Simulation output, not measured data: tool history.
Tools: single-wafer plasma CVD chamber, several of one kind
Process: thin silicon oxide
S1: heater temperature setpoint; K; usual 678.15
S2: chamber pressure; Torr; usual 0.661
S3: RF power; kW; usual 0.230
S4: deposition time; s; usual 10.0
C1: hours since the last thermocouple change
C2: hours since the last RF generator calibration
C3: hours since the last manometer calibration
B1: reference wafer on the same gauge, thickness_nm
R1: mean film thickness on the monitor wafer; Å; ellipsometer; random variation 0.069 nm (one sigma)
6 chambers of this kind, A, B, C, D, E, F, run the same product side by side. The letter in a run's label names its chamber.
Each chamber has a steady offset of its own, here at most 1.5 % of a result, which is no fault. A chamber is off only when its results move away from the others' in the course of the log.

run 1D hour=14.4 | S1=678.15 S2=0.661 S3=0.230 S4=10.0 | C1=888.9 C2=667.1 C3=1054.3 | B1=12.006 | R1=133.27
run 2A hour=29.6 | S1=678.15 S2=0.661 S3=0.230 S4=10.0 | C1=1128.4 C2=338.5 C3=1039.8 | B1=12.001 | R1=134.81
run 3B hour=37.9 | S1=678.15 S2=0.661 S3=0.230 S4=10.0 | C1=1225.2 C2=1021.8 C3=1498.8 | B1=12.005 | R1=134.22
run 4C hour=46.9 | S1=678.15 S2=0.661 S3=0.230 S4=10.0 | C1=1257.6 C2=409.3 C3=847.4 | B1=12.003 | R1=136.00
-- hour=55.3 chamber E: RF generator calibrated
run 5F hour=58.3 | S1=678.15 S2=0.661 S3=0.230 S4=10.0 | C1=1668.2 C2=2065.8 C3=100.4 | B1=12.011 | R1=134.62
run 6E hour=70.1 | S1=678.15 S2=0.661 S3=0.210 S4=9.2 | C1=883.4 C2=14.8 C3=128.9 | B1=11.997 | R1=116.34
-- hour=74.6 chamber B: RF generator calibrated
run 7D hour=81.9 | S1=678.15 S2=0.661 S3=0.210 S4=9.2 | C1=956.4 C2=734.6 C3=1121.8 | B1=11.990 | R1=116.72
run 8E hour=95.2 | S1=678.15 S2=0.661 S3=0.210 S4=9.2 | C1=908.5 C2=39.9 C3=154.0 | B1=12.009 | R1=117.88
run 9B hour=107.6 | S1=678.15 S2=0.661 S3=0.210 S4=9.2 | C1=1294.9 C2=33.0 C3=1568.5 | B1=11.983 | R1=118.18
run 10A hour=118.9 | S1=678.15 S2=0.661 S3=0.210 S4=9.2 | C1=1217.7 C2=427.8 C3=1129.1 | B1=11.997 | R1=120.71
run 11C hour=128.0 | S1=678.15 S2=0.661 S3=0.210 S4=9.2 | C1=1338.7 C2=490.4 C3=928.5 | B1=12.011 | R1=119.26
run 12F hour=142.2 | S1=678.15 S2=0.661 S3=0.230 S4=10.0 | C1=1752.1 C2=2149.7 C3=184.3 | B1=12.007 | R1=135.24
run 13F hour=154.6 | S1=678.15 S2=0.661 S3=0.230 S4=10.0 | C1=1764.5 C2=2162.1 C3=196.7 | B1=12.003 | R1=134.51
run 14D hour=164.4 | S1=678.15 S2=0.593 S3=0.260 S4=10.0 | C1=1038.9 C2=817.1 C3=1204.3 | B1=11.999 | R1=125.55
-- hour=165.8 chamber D: RF generator calibrated
run 15B hour=173.0 | S1=678.15 S2=0.593 S3=0.260 S4=10.0 | C1=1360.3 C2=98.4 C3=1633.9 | B1=11.999 | R1=127.24
run 16A hour=185.4 | S1=678.15 S2=0.593 S3=0.260 S4=10.0 | C1=1284.2 C2=494.3 C3=1195.6 | B1=11.999 | R1=128.33
run 17E hour=200.8 | S1=678.15 S2=0.593 S3=0.260 S4=10.0 | C1=1014.1 C2=145.5 C3=259.6 | B1=12.002 | R1=125.53
run 18C hour=216.7 | S1=678.15 S2=0.593 S3=0.260 S4=10.0 | C1=1427.4 C2=579.1 C3=1017.2 | B1=11.996 | R1=128.24
run 19F hour=226.5 | S1=678.15 S2=0.593 S3=0.260 S4=10.0 | C1=1836.4 C2=2234.0 C3=268.6 | B1=12.003 | R1=126.76
run 20C hour=242.0 | S1=678.15 S2=0.556 S3=0.250 S4=10.0 | C1=1452.7 C2=604.4 C3=1042.5 | B1=11.990 | R1=116.62
run 21E hour=254.3 | S1=678.15 S2=0.556 S3=0.250 S4=10.0 | C1=1067.6 C2=199.0 C3=313.1 | B1=12.019 | R1=115.37
run 22D hour=264.7 | S1=678.15 S2=0.556 S3=0.250 S4=10.0 | C1=1139.2 C2=99.0 C3=1304.6 | B1=11.999 | R1=114.19
run 23A hour=277.8 | S1=678.15 S2=0.556 S3=0.250 S4=10.0 | C1=1376.6 C2=586.7 C3=1288.0 | B1=12.006 | R1=120.40
run 24B hour=293.3 | S1=678.15 S2=0.556 S3=0.250 S4=10.0 | C1=1480.6 C2=218.7 C3=1754.2 | B1=12.007 | R1=116.15
run 25C hour=300.9 | S1=678.15 S2=0.556 S3=0.250 S4=10.0 | C1=1511.6 C2=663.3 C3=1101.4 | B1=12.011 | R1=116.64
run 26A hour=317.2 | S1=678.15 S2=0.661 S3=0.230 S4=10.0 | C1=1416.0 C2=626.1 C3=1327.4 | B1=12.002 | R1=140.79
run 27F hour=329.5 | S1=678.15 S2=0.661 S3=0.230 S4=10.0 | C1=1939.4 C2=2337.0 C3=371.6 | B1=11.999 | R1=135.50
run 28B hour=337.1 | S1=678.15 S2=0.661 S3=0.230 S4=10.0 | C1=1524.4 C2=262.5 C3=1798.0 | B1=11.990 | R1=133.25
run 29D hour=347.7 | S1=678.15 S2=0.661 S3=0.230 S4=10.0 | C1=1222.2 C2=182.0 C3=1387.6 | B1=11.992 | R1=134.87
run 30E hour=358.0 | S1=678.15 S2=0.731 S3=0.230 S4=10.0 | C1=1171.3 C2=302.7 C3=416.8 | B1=11.991 | R1=149.32
run 31B hour=374.2 | S1=678.15 S2=0.731 S3=0.230 S4=10.0 | C1=1561.5 C2=299.6 C3=1835.1 | B1=12.005 | R1=150.10
run 32D hour=387.8 | S1=678.15 S2=0.731 S3=0.230 S4=10.0 | C1=1262.3 C2=222.1 C3=1427.7 | B1=12.017 | R1=149.53
run 33E hour=395.1 | S1=678.15 S2=0.731 S3=0.230 S4=10.0 | C1=1208.4 C2=339.8 C3=453.9 | B1=12.019 | R1=148.10
run 34A hour=411.2 | S1=678.15 S2=0.731 S3=0.230 S4=10.0 | C1=1510.0 C2=720.1 C3=1421.4 | B1=11.989 | R1=159.30
run 35F hour=423.4 | S1=678.15 S2=0.731 S3=0.230 S4=10.0 | C1=2033.3 C2=2430.9 C3=465.5 | B1=11.997 | R1=148.80
run 36C hour=437.7 | S1=678.15 S2=0.661 S3=0.230 S4=10.0 | C1=1648.4 C2=800.1 C3=1238.2 | B1=12.004 | R1=135.64
run 37A hour=452.6 | S1=678.15 S2=0.661 S3=0.230 S4=10.0 | C1=1551.4 C2=761.5 C3=1462.8 | B1=11.994 | R1=145.32
run 38E hour=461.7 | S1=678.15 S2=0.661 S3=0.230 S4=10.0 | C1=1275.0 C2=406.4 C3=520.5 | B1=11.999 | R1=132.49

What goes on in this fleet: one chamber off, a drifting gauge, or nothing beyond the chambers' own small offsets? Name the chamber and the cause, if any.

Chamber A drifts away from the others.
Cause: true pressure above the setpoint (%) = 7.17.

Here are 4 candidates for chamber A's next run, each the usual settings with a change, their results left as question marks. Which one brings its results back in line with what the others give on the usual settings?
In line means no further than this from the other chambers' mean on the usual settings: R1 2.40 Å
run 39A-1 hour=473.4 | S1=678.15 S2=0.710 S3=0.230 S4=10.0 | R1=?
run 39A-2 hour=473.4 | S1=678.15 S2=0.636 S3=0.225 S4=9.8 | R1=?
run 39A-3 hour=473.4 | S1=678.15 S2=0.766 S3=0.230 S4=10.0 | R1=?
run 39A-4 hour=473.4 | S1=678.15 S2=0.606 S3=0.225 S4=9.5 | R1=?

The other chambers' mean on the usual settings: R1 134.39 Å
run=39A-1 R1=156.21
run=39A-2 R1=135.43
run=39A-3 R1=167.91
run=39A-4 R1=124.63
39A-2 brings the chamber back in line.
